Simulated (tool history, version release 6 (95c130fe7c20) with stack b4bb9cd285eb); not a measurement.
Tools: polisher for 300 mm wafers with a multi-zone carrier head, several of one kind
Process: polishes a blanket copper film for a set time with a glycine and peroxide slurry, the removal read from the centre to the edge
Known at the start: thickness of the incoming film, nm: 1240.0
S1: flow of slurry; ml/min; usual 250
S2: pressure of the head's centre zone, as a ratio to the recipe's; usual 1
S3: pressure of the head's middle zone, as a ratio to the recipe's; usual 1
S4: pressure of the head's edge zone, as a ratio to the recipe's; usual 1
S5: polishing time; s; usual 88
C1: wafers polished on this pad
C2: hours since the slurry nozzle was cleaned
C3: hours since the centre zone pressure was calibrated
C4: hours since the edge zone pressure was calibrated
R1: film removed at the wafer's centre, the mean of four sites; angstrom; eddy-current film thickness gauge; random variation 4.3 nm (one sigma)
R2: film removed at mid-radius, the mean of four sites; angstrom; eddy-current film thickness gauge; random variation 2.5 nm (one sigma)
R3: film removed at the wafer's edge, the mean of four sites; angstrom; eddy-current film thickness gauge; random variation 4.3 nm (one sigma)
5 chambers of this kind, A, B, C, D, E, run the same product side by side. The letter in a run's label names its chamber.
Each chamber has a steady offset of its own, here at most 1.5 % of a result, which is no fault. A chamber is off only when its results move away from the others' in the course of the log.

At day 0.067: chamber C: worn pad replaced by a new one.
Run 1D, day 0.388: usual settings; C1 251; C2 186.1; C3 101.2; C4 645.6. Result: R1 3202.4 angstrom, R2 3259.3 angstrom, R3 3292 angstrom.
At day 0.692: chamber B: worn pad replaced by a new one.
Run 2E, day 0.779: usual settings; C1 604; C2 603.2; C3 521.4; C4 421. Result: R1 3175.2 angstrom, R2 3212.3 angstrom, R3 3203.9 angstrom.
Run 3C, day 1.246: usual settings; C1 229; C2 531.5; C3 224.1; C4 364.6. Result: R1 3216 angstrom, R2 3193.5 angstrom, R3 3244.2 angstrom.
At day 1.417: chamber E: worn pad replaced by a new one.
Run 4A, day 1.717: usual settings; C1 607; C2 173.5; C3 79.9; C4 562.3. Result: R1 3331.4 angstrom, R2 3231.6 angstrom, R3 3166.1 angstrom.
Run 5B, day 1.992: usual settings but S3 0.92; C1 252; C2 430.2; C3 167.7; C4 245. Result: R1 3230.6 angstrom, R2 2987.7 angstrom, R3 3265.1 angstrom.
Run 6C, day 2.296: usual settings but S3 0.92; C1 432; C2 556.7; C3 249.3; C4 389.8. Result: R1 3094.3 angstrom, R2 2934.8 angstrom, R3 3210.3 angstrom.
At day 2.621: chamber C: slurry nozzle cleaned.
Run 7B, day 2.692: usual settings but S3 0.92; C1 388; C2 447; C3 184.5; C4 261.8. Result: R1 3198.2 angstrom, R2 2989 angstrom, R3 3202.8 angstrom.
At day 3.008: chamber A: edge zone pressure recalibrated.
Run 8D, day 3.142: usual settings but S3 0.92; C1 785; C2 252.2; C3 167.3; C4 711.7. Result: R1 3235.7 angstrom, R2 2974.9 angstrom, R3 3148.9 angstrom.
Run 9E, day 3.625: usual settings but S3 0.92; C1 429; C2 671.5; C3 589.7; C4 489.3. Result: R1 3208.4 angstrom, R2 2970.7 angstrom, R3 3238.1 angstrom.
At day 4.033: chamber B: slurry nozzle cleaned.
Run 10A, day 4.058: usual settings; C1 1061; C2 229.7; C3 136.1; C4 25.2. Result: R1 3179.2 angstrom, R2 3208.3 angstrom, R3 3261.9 angstrom.
Run 11D, day 4.329: usual settings; C1 1016; C2 280.7; C3 195.8; C4 740.2. Result: R1 3157.4 angstrom, R2 3281.3 angstrom, R3 3194.3 angstrom.
At day 4.392: chamber A: worn pad replaced by a new one.
Run 12C, day 4.567: usual settings but S3 0.93; C1 873; C2 46.8; C3 303.8; C4 444.3. Result: R1 3179.3 angstrom, R2 2963.9 angstrom, R3 3226.5 angstrom.
Run 13B, day 4.821: usual settings but S3 0.93; C1 801; C2 19; C3 235.6; C4 312.9. Result: R1 3259.2 angstrom, R2 3019.8 angstrom, R3 3262.2 angstrom.
At day 5.092: chamber D: worn pad replaced by a new one.
Run 14E, day 5.108: usual settings but S3 0.93; C1 716; C2 707.1; C3 625.3; C4 524.9. Result: R1 3169.2 angstrom, R2 3006.6 angstrom, R3 3247.2 angstrom.
At day 5.125: chamber E: worn pad replaced by a new one.
Run 15A, day 5.512: usual settings but S3 0.93; C1 217; C2 264.6; C3 171; C4 60.1. Result: R1 3243.7 angstrom, R2 3063.3 angstrom, R3 3204 angstrom.
Run 16B, day 5.779: usual settings but S3 0.93; C1 987; C2 42; C3 258.6; C4 335.9. Result: R1 3246.9 angstrom, R2 3028.8 angstrom, R3 3237.3 angstrom.
At day 5.788: chamber C: worn pad replaced by a new one.
At day 5.996: chamber E: slurry nozzle cleaned.
Run 17A, day 6.183: usual settings; C1 347; C2 280.7; C3 187.1; C4 76.2. Result: R1 3265 angstrom, R2 3216.3 angstrom, R3 3248 angstrom.
Run 18C, day 6.575: usual settings; C1 153; C2 95; C3 352; C4 492.5. Result: R1 3252.6 angstrom, R2 3153.6 angstrom, R3 3223.1 angstrom.
Run 19D, day 6.829: usual settings; C1 337; C2 340.7; C3 255.8; C4 800.2. Result: R1 3221.4 angstrom, R2 3261.1 angstrom, R3 3206.2 angstrom.
Run 20E, day 7.154: usual settings; C1 394; C2 27.8; C3 674.4; C4 574. Result: R1 3044.5 angstrom, R2 3208.6 angstrom, R3 3200.4 angstrom.
Run 21C, day 7.496: usual settings; C1 332; C2 117.1; C3 374.1; C4 514.6. Result: R1 3216 angstrom, R2 3202.4 angstrom, R3 3162.2 angstrom.
At day 7.754: chamber B: worn pad replaced by a new one.
Run 22E, day 7.842: usual settings; C1 527; C2 44.3; C3 690.9; C4 590.5. Result: R1 2934.8 angstrom, R2 3215.8 angstrom, R3 3158 angstrom.
Run 23B, day 8.129: usual settings; C1 73; C2 98.4; C3 315; C4 392.3. Result: R1 3256.5 angstrom, R2 3227.8 angstrom, R3 3215.2 angstrom.
Run 24D, day 8.417: usual settings; C1 645; C2 378.8; C3 293.9; C4 838.3. Result: R1 3232.1 angstrom, R2 3192.3 angstrom, R3 3281.8 angstrom.
At day 8.442: chamber A: slurry nozzle cleaned.
Run 25A, day 8.733: usual settings; C1 842; C2 7; C3 248.3; C4 137.4. Result: R1 3308.3 angstrom, R2 3231.1 angstrom, R3 3210 angstrom.
At day 8.825: chamber E: worn pad replaced by a new one.
Run 26E, day 9.062: usual settings; C1 46; C2 73.6; C3 720.2; C4 619.8. Result: R1 2945.2 angstrom, R2 3188 angstrom, R3 3242.5 angstrom.
Run 27D, day 9.338: usual settings; C1 824; C2 400.9; C3 316; C4 860.4. Result: R1 3244 angstrom, R2 3191.1 angstrom, R3 3215.3 angstrom.
Run 28B, day 9.746: usual settings; C1 386; C2 137.2; C3 353.8; C4 431.1. Result: R1 3267.8 angstrom, R2 3210.9 angstrom, R3 3218.7 angstrom.
Run 29A, day 10.029: usual settings but S5 66 s; C1 1094; C2 38.1; C3 279.4; C4 168.5. Result: R1 2498.7 angstrom, R2 2412.6 angstrom, R3 2357.2 angstrom.
Run 30C, day 10.517: usual settings but S5 66 s; C1 918; C2 189.6; C3 446.6; C4 587.1. Result: R1 2423.3 angstrom, R2 2384.6 angstrom, R3 2370.7 angstrom.
Run 31C, day 10.792: usual settings but S5 66 s; C1 971; C2 196.2; C3 453.2; C4 593.7. Result: R1 2374.5 angstrom, R2 2390.1 angstrom, R3 2408 angstrom.
Run 32B, day 11.129: usual settings but S5 66 s; C1 655; C2 170.4; C3 387; C4 464.3. Result: R1 2428.6 angstrom, R2 2392.8 angstrom, R3 2406.2 angstrom.
At day 11.3: chamber A: worn pad replaced by a new one.
Run 33A, day 11.371: usual settings but S5 66 s; C1 14; C2 70.3; C3 311.6; C4 200.7. Result: R1 2430.7 angstrom, R2 2429.9 angstrom, R3 2426.7 angstrom.
Run 34E, day 11.654: usual settings; C1 549; C2 135.8; C3 782.4; C4 682. Result: R1 2859.1 angstrom, R2 3187.7 angstrom, R3 3214.2 angstrom.

What goes on in this fleet: one chamber off, a drifting gauge, or nothing beyond the chambers' own small offsets? Name the chamber and the cause, if any.

Chamber E drifts away from the others.
Cause: centre zone's pressure below its setpoint, % = 9.94.

Here are 4 candidates for chamber E's next run, each the usual settings with a change, their results left as question marks. Which one brings its results back in line with what the others give on the usual settings?
In line means no further than this from the other chambers' mean on the usual settings: R1 150 angstrom; R2 88 angstrom; R3 150 angstrom
Run 35E-1, day 12: usual settings but S1 255 ml/min, S2 1.09, S3 0.99, S4 0.96, S5 89 s. Result: R1 ?, R2 ?, R3 ?.
Run 35E-2, day 12: usual settings but S1 245 ml/min, S2 0.91, S3 1.01, S4 1.04, S5 87 s. Result: R1 ?, R2 ?, R3 ?.
Run 35E-3, day 12: usual settings but S2 0.97, S4 1.01. Result: R1 ?, R2 ?, R3 ?.
Run 35E-4, day 12: usual settings but S2 1.03, S4 0.99. Result: R1 ?, R2 ?, R3 ?.

The other chambers' mean on the usual settings: R1 3221.7 angstrom; R2 3220.3 angstrom; R3 3210.9 angstrom
  run      R1      R2      R3
35E-1  3224.3  3200.6  3225.1
35E-2  2559.8  3174.4  3273.9
35E-3  2790.7  3188.4  3267.4
35E-4  2985.4  3187.5  3233.6
35E-1 brings the chamber back in line.
